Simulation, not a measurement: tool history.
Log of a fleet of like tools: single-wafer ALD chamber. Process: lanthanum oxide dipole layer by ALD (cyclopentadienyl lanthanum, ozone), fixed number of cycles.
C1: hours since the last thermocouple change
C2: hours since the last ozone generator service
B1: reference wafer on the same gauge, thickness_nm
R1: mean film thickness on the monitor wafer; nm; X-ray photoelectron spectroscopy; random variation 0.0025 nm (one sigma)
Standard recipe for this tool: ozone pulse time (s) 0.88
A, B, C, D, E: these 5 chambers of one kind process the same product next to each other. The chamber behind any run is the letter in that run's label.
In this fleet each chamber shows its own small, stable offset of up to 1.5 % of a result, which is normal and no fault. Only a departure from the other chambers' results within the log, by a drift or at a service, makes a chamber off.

Run 1C, hour 10.9: usual settings; C1 452.4; C2 694.4; B1 0.39322. Result: R1 0.47421 nm.
Run 2B, hour 21.8: usual settings; C1 787.8; C2 726.1; B1 0.39308. Result: R1 0.47057 nm.
Run 3D, hour 29.7: usual settings; C1 876.3; C2 752.7; B1 0.39318. Result: R1 0.47378 nm.
Run 4E, hour 39.1: usual settings; C1 1822.4; C2 102.0; B1 0.39296. Result: R1 0.48220 nm.
Run 5A, hour 50.9: usual settings; C1 495.5; C2 432.8; B1 0.39337. Result: R1 0.47825 nm.
Run 6B, hour 60.2: usual settings; C1 826.2; C2 764.5; B1 0.39290. Result: R1 0.47609 nm.
Run 7A, hour 68.2: usual settings but ozone pulse time (s) 0.69; C1 512.8; C2 450.1; B1 0.39268. Result: R1 0.43552 nm.
Run 8D, hour 80.7: usual settings but ozone pulse time (s) 0.69; C1 927.3; C2 803.7; B1 0.39318. Result: R1 0.43030 nm.
Run 9C, hour 90.9: usual settings but ozone pulse time (s) 0.69; C1 532.4; C2 774.4; B1 0.39267. Result: R1 0.42661 nm.
Run 10E, hour 99.4: usual settings but ozone pulse time (s) 0.69; C1 1882.7; C2 162.3; B1 0.39271. Result: R1 0.43609 nm.
Run 11B, hour 107.0: usual settings but ozone pulse time (s) 0.69; C1 873.0; C2 811.3; B1 0.39326. Result: R1 0.42789 nm.
Run 12A, hour 119.6: usual settings; C1 564.2; C2 501.5; B1 0.39318. Result: R1 0.48341 nm.
Run 13D, hour 131.2: usual settings; C1 977.8; C2 854.2; B1 0.39291. Result: R1 0.46875 nm.
Run 14C, hour 137.0: usual settings; C1 578.5; C2 820.5; B1 0.39315. Result: R1 0.46856 nm.
Run 15E, hour 148.8: usual settings; C1 1932.1; C2 211.7; B1 0.39331. Result: R1 0.48245 nm.
Run 16C, hour 161.0: usual settings; C1 602.5; C2 844.5; B1 0.39277. Result: R1 0.46625 nm.
Run 17E, hour 171.8: usual settings; C1 1955.1; C2 234.7; B1 0.39349. Result: R1 0.47937 nm.
Run 18A, hour 182.2: usual settings; C1 626.8; C2 564.1; B1 0.39264. Result: R1 0.47878 nm.
Run 19D, hour 188.2: usual settings but ozone pulse time (s) 1.15; C1 1034.8; C2 911.2; B1 0.39312. Result: R1 0.51355 nm.
Run 20B, hour 197.4: usual settings but ozone pulse time (s) 1.15; C1 963.4; C2 901.7; B1 0.39337. Result: R1 0.51517 nm.
Run 21B, hour 206.5: usual settings but ozone pulse time (s) 1.15; C1 972.5; C2 910.8; B1 0.39262. Result: R1 0.51855 nm.
Run 22C, hour 218.7: usual settings but ozone pulse time (s) 1.15; C1 660.2; C2 902.2; B1 0.39299. Result: R1 0.50653 nm.
Run 23E, hour 231.7: usual settings but ozone pulse time (s) 1.15; C1 2015.0; C2 294.6; B1 0.39304. Result: R1 0.52117 nm.
Run 24A, hour 241.4: usual settings; C1 686.0; C2 623.3; B1 0.39318. Result: R1 0.48358 nm.
Run 25D, hour 249.3: usual settings; C1 1095.9; C2 972.3; B1 0.39333. Result: R1 0.47560 nm.
Run 26E, hour 256.7: usual settings; C1 2040.0; C2 319.6; B1 0.39257. Result: R1 0.47838 nm.
Run 27C, hour 265.2: usual settings; C1 706.7; C2 948.7; B1 0.39292. Result: R1 0.45951 nm.
Run 28B, hour 276.6: usual settings; C1 1042.6; C2 980.9; B1 0.39273. Result: R1 0.48119 nm.
Run 29A, hour 282.5: usual settings; C1 727.1; C2 664.4; B1 0.39317. Result: R1 0.47770 nm.
Run 30D, hour 290.1: usual settings; C1 1136.7; C2 1013.1; B1 0.39280. Result: R1 0.47170 nm.
Run 31D, hour 301.7: usual settings; C1 1148.3; C2 1024.7; B1 0.39303. Result: R1 0.47014 nm.
Run 32B, hour 312.3: usual settings; C1 1078.3; C2 1016.6; B1 0.39340. Result: R1 0.47128 nm.
Run 33C, hour 319.2: usual settings; C1 760.7; C2 1002.7; B1 0.39329. Result: R1 0.45097 nm.
At hour 320.7: chamber E: thermocouple changed; heater temperature recalibrated.
Run 34E, hour 331.1: usual settings; C1 10.4; C2 394.0; B1 0.39314. Result: R1 0.48043 nm.
Run 35A, hour 341.2: usual settings; C1 785.8; C2 723.1; B1 0.39348. Result: R1 0.48294 nm.
Run 36A, hour 348.6: usual settings; C1 793.2; C2 730.5; B1 0.39272. Result: R1 0.48277 nm.
Run 37C, hour 354.6: usual settings; C1 796.1; C2 1038.1; B1 0.39305. Result: R1 0.44672 nm.
Run 38E, hour 360.4: usual settings; C1 39.7; C2 423.3; B1 0.39280. Result: R1 0.47974 nm.
Run 39D, hour 368.0: usual settings; C1 1214.6; C2 1091.0; B1 0.39338. Result: R1 0.46878 nm.
Run 40B, hour 377.7: usual settings; C1 1143.7; C2 1082.0; B1 0.39349. Result: R1 0.47935 nm.
Run 41C, hour 386.8: usual settings; C1 828.3; C2 1070.3; B1 0.39354. Result: R1 0.44713 nm.
Run 42D, hour 393.6: usual settings; C1 1240.2; C2 1116.6; B1 0.39298. Result: R1 0.47060 nm.
Run 43B, hour 403.7: usual settings; C1 1169.7; C2 1108.0; B1 0.39258. Result: R1 0.47822 nm.

What goes on in this fleet: one chamber off, a drifting gauge, or nothing beyond the chambers' own small offsets? Name the chamber and the cause, if any.

One chamber, C, drifts off from the rest bit by bit.
Most likely cause: ozone dose below that of a generator just serviced (%) = 15.4.

Below are 4 candidate recipes for chamber C's next run, each the usual settings with a change, their results shown as question marks. Which of them brings C's results back in line with what the other chambers give on the usual settings?
Allowed miss from the other chambers' usual-settings mean, per result, to count as in line: R1 0.00880 nm
Run 44C-1, hour 413.1: usual settings but ozone pulse time (s) 0.68. Result: R1 ?.
Run 44C-2, hour 413.1: usual settings but ozone pulse time (s) 0.77. Result: R1 ?.
Run 44C-3, hour 413.1: usual settings but ozone pulse time (s) 1.03. Result: R1 ?.
Run 44C-4, hour 413.1: usual settings but ozone pulse time (s) 1.19. Result: R1 ?.

What the other chambers average on the usual settings: R1 0.47722 nm
  run       R1
44C-1  0.39399
44C-2  0.41994
44C-3  0.47605
44C-4  0.50010
With 44C-3, the chamber falls back in line with the rest.
